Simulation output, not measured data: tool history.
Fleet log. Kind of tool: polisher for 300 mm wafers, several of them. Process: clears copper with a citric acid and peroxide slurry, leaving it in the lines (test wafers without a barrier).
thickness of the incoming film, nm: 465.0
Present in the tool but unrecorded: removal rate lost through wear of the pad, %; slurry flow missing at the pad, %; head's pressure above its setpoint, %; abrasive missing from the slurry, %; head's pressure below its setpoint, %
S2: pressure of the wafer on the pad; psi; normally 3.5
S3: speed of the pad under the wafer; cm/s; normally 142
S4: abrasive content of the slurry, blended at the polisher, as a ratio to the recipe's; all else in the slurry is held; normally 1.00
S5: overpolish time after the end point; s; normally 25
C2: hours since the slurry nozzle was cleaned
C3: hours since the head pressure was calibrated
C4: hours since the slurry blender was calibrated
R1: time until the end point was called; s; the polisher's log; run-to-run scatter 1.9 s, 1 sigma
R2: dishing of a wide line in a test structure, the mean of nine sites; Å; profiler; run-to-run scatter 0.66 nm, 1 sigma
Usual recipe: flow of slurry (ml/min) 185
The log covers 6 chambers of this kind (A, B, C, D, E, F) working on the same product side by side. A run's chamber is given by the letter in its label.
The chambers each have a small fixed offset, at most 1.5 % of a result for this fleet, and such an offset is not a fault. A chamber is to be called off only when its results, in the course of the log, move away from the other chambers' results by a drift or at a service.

Run 1A, day 0.254: usual settings; wafers polished on this pad 296; C2 28.9; C3 127.7; C4 145.8. Result: R1 128.99 s, R2 368.46 Å.
Run 2C, day 0.504: usual settings; wafers polished on this pad 410; C2 248.6; C3 655.8; C4 314.6. Result: R1 131.01 s, R2 355.26 Å.
At day 0.604: chamber A: slurry blender recalibrated.
At day 0.738: chamber E: slurry blender recalibrated.
Run 3D, day 0.758: usual settings; wafers polished on this pad 444; C2 552.9; C3 527.5; C4 271.0. Result: R1 133.96 s, R2 371.70 Å.
At day 0.917: chamber F: slurry blender recalibrated.
At day 0.917: chamber E: worn pad replaced by a new one.
At day 0.979: chamber B: slurry nozzle cleaned.
At day 1.004: chamber F: worn pad replaced by a new one.
Run 4B, day 1.029: usual settings; wafers polished on this pad 882; C2 1.2; C3 346.3; C4 136.9. Result: R1 131.14 s, R2 367.15 Å.
Run 5F, day 1.233: usual settings but flow of slurry (ml/min) 125, S2 4.4 psi; wafers polished on this pad 52; C2 258.1; C3 308.5; C4 7.7. Result: R1 112.42 s, R2 402.24 Å.
At day 1.333: chamber C: slurry nozzle cleaned.
Run 6E, day 1.550: usual settings but flow of slurry (ml/min) 125, S2 4.4 psi; wafers polished on this pad 142; C2 507.9; C3 565.1; C4 19.5. Result: R1 110.22 s, R2 390.66 Å.
At day 1.629: chamber D: worn pad replaced by a new one.
At day 1.800: chamber A: worn pad replaced by a new one.
At day 1.829: chamber C: worn pad replaced by a new one.
Run 7D, day 1.838: usual settings but flow of slurry (ml/min) 125, S2 4.4 psi; wafers polished on this pad 47; C2 578.8; C3 553.4; C4 296.9. Result: R1 113.85 s, R2 390.63 Å.
At day 1.971: chamber B: worn pad replaced by a new one.
Run 8A, day 2.008: usual settings but flow of slurry (ml/min) 125, S2 4.4 psi; wafers polished on this pad 46; C2 71.0; C3 169.8; C4 33.8. Result: R1 110.14 s, R2 404.97 Å.
Run 9B, day 2.233: usual settings but flow of slurry (ml/min) 125, S2 4.4 psi; wafers polished on this pad 59; C2 30.1; C3 375.2; C4 165.8. Result: R1 108.77 s, R2 387.77 Å.
Run 10F, day 2.554: usual settings but flow of slurry (ml/min) 125, S2 4.4 psi; wafers polished on this pad 348; C2 289.8; C3 340.2; C4 39.4. Result: R1 114.43 s, R2 398.98 Å.
At day 2.583: chamber D: slurry nozzle cleaned.
Run 11C, day 2.817: usual settings; wafers polished on this pad 221; C2 35.6; C3 711.3; C4 370.1. Result: R1 132.69 s, R2 349.59 Å.
At day 3.112: chamber F: worn pad replaced by a new one.
Run 12E, day 3.158: usual settings; wafers polished on this pad 502; C2 546.5; C3 603.7; C4 58.1. Result: R1 131.28 s, R2 364.56 Å.
At day 3.221: chamber B: slurry blender recalibrated.
At day 3.421: chamber E: head pressure recalibrated.
Run 13F, day 3.479: usual settings; wafers polished on this pad 82; C2 312.0; C3 362.4; C4 61.6. Result: R1 128.92 s, R2 356.41 Å.
At day 3.542: chamber C: slurry blender recalibrated.
Run 14D, day 3.796: usual settings; wafers polished on this pad 486; C2 29.1; C3 600.4; C4 343.9. Result: R1 132.86 s, R2 356.49 Å.
Run 15A, day 4.012: usual settings; wafers polished on this pad 496; C2 119.1; C3 217.9; C4 81.9. Result: R1 131.34 s, R2 359.55 Å.
Run 16B, day 4.321: usual settings; wafers polished on this pad 527; C2 80.2; C3 425.3; C4 26.4. Result: R1 128.39 s, R2 362.80 Å.
At day 4.358: chamber C: head pressure recalibrated.
At day 4.483: chamber D: worn pad replaced by a new one.
At day 4.512: chamber A: worn pad replaced by a new one.
Run 17C, day 4.592: usual settings; wafers polished on this pad 619; C2 78.2; C3 5.7; C4 25.3. Result: R1 148.33 s, R2 324.37 Å.
Run 18E, day 4.904: usual settings; wafers polished on this pad 893; C2 588.4; C3 35.6; C4 100.0. Result: R1 131.05 s, R2 363.78 Å.
At day 5.029: chamber D: head pressure recalibrated.
Run 19C, day 5.142: usual settings but S3 178 cm/s, S5 30 s; wafers polished on this pad 742; C2 91.4; C3 18.9; C4 38.5. Result: R1 120.51 s, R2 399.20 Å.
At day 5.200: chamber F: worn pad replaced by a new one.
At day 5.308: chamber C: worn pad replaced by a new one.
At day 5.383: chamber E: worn pad replaced by a new one.
Run 20D, day 5.438: usual settings but S3 178 cm/s, S5 30 s; wafers polished on this pad 214; C2 68.5; C3 9.8; C4 383.3. Result: R1 102.25 s, R2 405.87 Å.
Run 21A, day 5.604: usual settings but S3 178 cm/s, S5 30 s; wafers polished on this pad 245; C2 157.3; C3 256.1; C4 120.1. Result: R1 103.14 s, R2 412.41 Å.
Run 22B, day 5.879: usual settings but S3 178 cm/s, S5 30 s; wafers polished on this pad 876; C2 117.6; C3 462.7; C4 63.8. Result: R1 105.18 s, R2 412.81 Å.
At day 5.888: chamber B: worn pad replaced by a new one.
At day 5.942: chamber F: head pressure recalibrated.
At day 6.079: chamber E: slurry nozzle cleaned.
At day 6.133: chamber A: slurry blender recalibrated.
Run 23E, day 6.175: usual settings but S3 178 cm/s, S5 30 s; wafers polished on this pad 177; C2 2.4; C3 66.1; C4 130.5. Result: R1 103.95 s, R2 423.88 Å.
Run 24F, day 6.421: usual settings but S3 178 cm/s, S5 30 s; wafers polished on this pad 273; C2 382.6; C3 11.6; C4 132.2. Result: R1 105.68 s, R2 413.46 Å.
Run 25C, day 6.612: usual settings; wafers polished on this pad 293; C2 126.7; C3 54.2; C4 73.8. Result: R1 146.56 s, R2 339.90 Å.
Run 26D, day 6.808: usual settings; wafers polished on this pad 521; C2 101.4; C3 42.7; C4 416.2. Result: R1 128.22 s, R2 361.09 Å.
Run 27B, day 6.979: usual settings; wafers polished on this pad 245; C2 144.0; C3 489.1; C4 90.2. Result: R1 131.73 s, R2 358.52 Å.
At day 7.121: chamber D: worn pad replaced by a new one.
Run 28E, day 7.192: usual settings; wafers polished on this pad 405; C2 26.8; C3 90.5; C4 154.9. Result: R1 129.54 s, R2 373.39 Å.
Run 29A, day 7.438: usual settings; wafers polished on this pad 656; C2 201.3; C3 300.1; C4 31.4. Result: R1 125.58 s, R2 362.11 Å.
At day 7.654: chamber A: worn pad replaced by a new one.
Run 30F, day 7.679: usual settings; wafers polished on this pad 555; C2 412.8; C3 41.8; C4 162.4. Result: R1 134.54 s, R2 364.95 Å.
At day 7.838: chamber F: worn pad replaced by a new one.
Run 31C, day 7.925: usual settings; wafers polished on this pad 587; C2 158.2; C3 85.7; C4 105.3. Result: R1 144.71 s, R2 340.55 Å.
Run 32F, day 8.196: usual settings; wafers polished on this pad 80; C2 425.2; C3 54.2; C4 174.8. Result: R1 133.46 s, R2 377.53 Å.
At day 8.354: chamber D: slurry blender recalibrated.
Run 33A, day 8.471: usual settings; wafers polished on this pad 183; C2 226.1; C3 324.9; C4 56.2. Result: R1 129.18 s, R2 364.18 Å.
At day 8.525: chamber C: worn pad replaced by a new one.
Run 34E, day 8.850: usual settings; wafers polished on this pad 777; C2 66.6; C3 130.3; C4 194.7. Result: R1 131.49 s, R2 360.44 Å.
Run 35D, day 9.171: usual settings; wafers polished on this pad 459; C2 158.1; C3 99.4; C4 19.7. Result: R1 129.32 s, R2 371.76 Å.
Run 36B, day 9.450: usual settings; wafers polished on this pad 798; C2 203.3; C3 548.4; C4 149.5. Result: R1 132.01 s, R2 360.67 Å.
Run 37C, day 9.625: usual settings; wafers polished on this pad 246; C2 199.0; C3 126.5; C4 146.1. Result: R1 146.54 s, R2 337.17 Å.
At day 9.746: chamber E: worn pad replaced by a new one.
Run 38B, day 9.875: usual settings; wafers polished on this pad 894; C2 213.5; C3 558.6; C4 159.7. Result: R1 130.32 s, R2 368.82 Å.
Run 39A, day 10.229: usual settings; wafers polished on this pad 577; C2 268.3; C3 367.1; C4 98.4. Result: R1 129.28 s, R2 380.91 Å.
Run 40E, day 10.492: usual settings; wafers polished on this pad 167; C2 106.0; C3 169.7; C4 234.1. Result: R1 129.46 s, R2 368.52 Å.
At day 10.504: chamber F: worn pad replaced by a new one.
Run 41F, day 10.729: usual settings; wafers polished on this pad 50; C2 486.0; C3 115.0; C4 235.6. Result: R1 132.31 s, R2 377.08 Å.

All 6 chambers run these settings next. Forecast each chamber's results:
Run 42A, day 11.004: usual settings but S4 1.15. Result: R1 ?, R2 ?.
Run 42B, day 11.004: usual settings but S4 1.15. Result: R1 ?, R2 ?.
Run 42C, day 11.004: usual settings but S4 1.15. Result: R1 ?, R2 ?.
Run 42D, day 11.004: usual settings but S4 1.15. Result: R1 ?, R2 ?.
Run 42E, day 11.004: usual settings but S4 1.15. Result: R1 ?, R2 ?.
Run 42F, day 11.004: usual settings but S4 1.15. Result: R1 ?, R2 ?.

run      R1      R2
42A  129.25  372.85
42B  127.95  370.48
42C  146.21  347.00
42D  125.26  371.68
42E  128.16  376.67
42F  128.12  364.97
